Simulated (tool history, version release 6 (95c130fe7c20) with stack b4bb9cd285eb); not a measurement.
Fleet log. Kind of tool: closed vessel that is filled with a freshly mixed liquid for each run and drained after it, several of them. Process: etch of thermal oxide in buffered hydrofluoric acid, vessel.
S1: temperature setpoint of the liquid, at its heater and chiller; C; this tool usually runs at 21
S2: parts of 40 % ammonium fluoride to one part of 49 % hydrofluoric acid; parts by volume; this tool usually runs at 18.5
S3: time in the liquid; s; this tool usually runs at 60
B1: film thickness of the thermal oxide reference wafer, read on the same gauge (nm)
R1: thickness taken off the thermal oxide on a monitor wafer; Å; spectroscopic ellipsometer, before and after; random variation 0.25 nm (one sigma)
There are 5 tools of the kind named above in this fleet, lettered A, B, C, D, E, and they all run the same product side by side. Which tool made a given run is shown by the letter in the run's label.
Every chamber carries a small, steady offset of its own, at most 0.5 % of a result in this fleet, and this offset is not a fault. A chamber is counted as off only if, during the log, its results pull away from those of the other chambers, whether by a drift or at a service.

{"run": "1E", "hour": 11.4, "S1": 21, "S2": 18.5, "S3": 60, "B1": 110, "R1": 313.49}
{"run": "2B", "hour": 19.2, "S1": 21, "S2": 18.5, "S3": 60, "B1": 110.04, "R1": 313.6}
{"run": "3A", "hour": 25.3, "S1": 21, "S2": 18.5, "S3": 60, "B1": 109.99, "R1": 313.9}
{"hour": 30.4, "done": "chamber B: thermometer replaced"}
{"run": "4C", "hour": 36.7, "S1": 21, "S2": 18.5, "S3": 60, "B1": 110.04, "R1": 313.74}
{"run": "5D", "hour": 44.3, "S1": 21, "S2": 18.5, "S3": 60, "B1": 110.01, "R1": 316.14}
{"run": "6D", "hour": 52.2, "S1": 21, "S2": 18.5, "S3": 60, "B1": 109.97, "R1": 310.37}
{"run": "7E", "hour": 63.7, "S1": 21, "S2": 18.5, "S3": 60, "B1": 110, "R1": 321.47}
{"run": "8A", "hour": 70.0, "S1": 21, "S2": 18.5, "S3": 60, "B1": 109.99, "R1": 313.9}
{"run": "9B", "hour": 77.0, "S1": 21, "S2": 18.5, "S3": 60, "B1": 110.03, "R1": 311.94}
{"run": "10C", "hour": 84.3, "S1": 21, "S2": 18.5, "S3": 60, "B1": 110.06, "R1": 309.37}
{"hour": 91.8, "done": "chamber D: hydrofluoric acid flow meter replaced"}
{"run": "11C", "hour": 95.0, "S1": 21, "S2": 18.5, "S3": 60, "B1": 109.98, "R1": 308.58}
{"run": "12D", "hour": 101.1, "S1": 21, "S2": 18.5, "S3": 60, "B1": 109.99, "R1": 312.09}
{"run": "13B", "hour": 108.6, "S1": 21, "S2": 18.5, "S3": 60, "B1": 110, "R1": 312.78}
{"run": "14E", "hour": 118.6, "S1": 21, "S2": 18.5, "S3": 60, "B1": 109.96, "R1": 317.66}
{"run": "15A", "hour": 126.5, "S1": 21, "S2": 18.5, "S3": 60, "B1": 110.03, "R1": 313.69}
{"run": "16A", "hour": 134.7, "S1": 21, "S2": 18.5, "S3": 60, "B1": 110, "R1": 315.16}
{"run": "17C", "hour": 145.3, "S1": 21, "S2": 18.5, "S3": 60, "B1": 110.02, "R1": 314.74}
{"run": "18E", "hour": 151.0, "S1": 22.5, "S2": 18.5, "S3": 60, "B1": 110.03, "R1": 350.2}
{"run": "19B", "hour": 160.0, "S1": 22.5, "S2": 18.5, "S3": 60, "B1": 109.99, "R1": 343.01}
{"run": "20D", "hour": 171.1, "S1": 22.5, "S2": 18.5, "S3": 60, "B1": 109.99, "R1": 345.07}
{"run": "21B", "hour": 180.5, "S1": 22.5, "S2": 18.5, "S3": 60, "B1": 110.02, "R1": 339.69}
{"run": "22A", "hour": 186.3, "S1": 22.5, "S2": 18.5, "S3": 60, "B1": 110, "R1": 336.15}
{"run": "23E", "hour": 195.7, "S1": 21, "S2": 18.5, "S3": 60, "B1": 109.99, "R1": 328.49}
{"run": "24D", "hour": 207.0, "S1": 19, "S2": 18.5, "S3": 60, "B1": 110.01, "R1": 279}
{"run": "25C", "hour": 214.0, "S1": 19, "S2": 18.5, "S3": 60, "B1": 110.01, "R1": 278.8}
{"run": "26B", "hour": 222.5, "S1": 19, "S2": 18.5, "S3": 60, "B1": 110.01, "R1": 279.1}
{"run": "27C", "hour": 228.0, "S1": 19, "S2": 18.5, "S3": 60, "B1": 110.02, "R1": 282.74}
{"run": "28A", "hour": 236.6, "S1": 19, "S2": 18.5, "S3": 60, "B1": 110.02, "R1": 278.27}
{"run": "29E", "hour": 243.0, "S1": 21, "S2": 18.5, "S3": 60, "B1": 109.98, "R1": 334.48}
{"run": "30D", "hour": 249.7, "S1": 21, "S2": 18.5, "S3": 60, "B1": 109.99, "R1": 311.92}
{"run": "31D", "hour": 256.0, "S1": 21, "S2": 18.5, "S3": 60, "B1": 110, "R1": 310.47}
{"run": "32E", "hour": 264.9, "S1": 21, "S2": 12, "S3": 60, "B1": 109.96, "R1": 504.14}
{"run": "33C", "hour": 271.7, "S1": 21, "S2": 12, "S3": 60, "B1": 110, "R1": 472.37}
{"run": "34A", "hour": 278.3, "S1": 21, "S2": 12, "S3": 60, "B1": 110.02, "R1": 477.4}
{"run": "35B", "hour": 289.5, "S1": 21, "S2": 12, "S3": 60, "B1": 109.97, "R1": 481.18}
{"run": "36E", "hour": 299.0, "S1": 21, "S2": 12, "S3": 60, "B1": 110.02, "R1": 514.2}

For the next run the whole fleet of 5 chambers uses the same settings. Give each chamber's results:
{"run": "37A", "hour": 307.9, "S1": 21, "S2": 18.5, "S3": 60, "R1": "?"}
{"run": "37B", "hour": 307.9, "S1": 21, "S2": 18.5, "S3": 60, "R1": "?"}
{"run": "37C", "hour": 307.9, "S1": 21, "S2": 18.5, "S3": 60, "R1": "?"}
{"run": "37D", "hour": 307.9, "S1": 21, "S2": 18.5, "S3": 60, "R1": "?"}
{"run": "37E", "hour": 307.9, "S1": 21, "S2": 18.5, "S3": 60, "R1": "?"}

run=37A R1=312.79
run=37B R1=318.8
run=37C R1=312.63
run=37D R1=313.88
run=37E R1=337.68
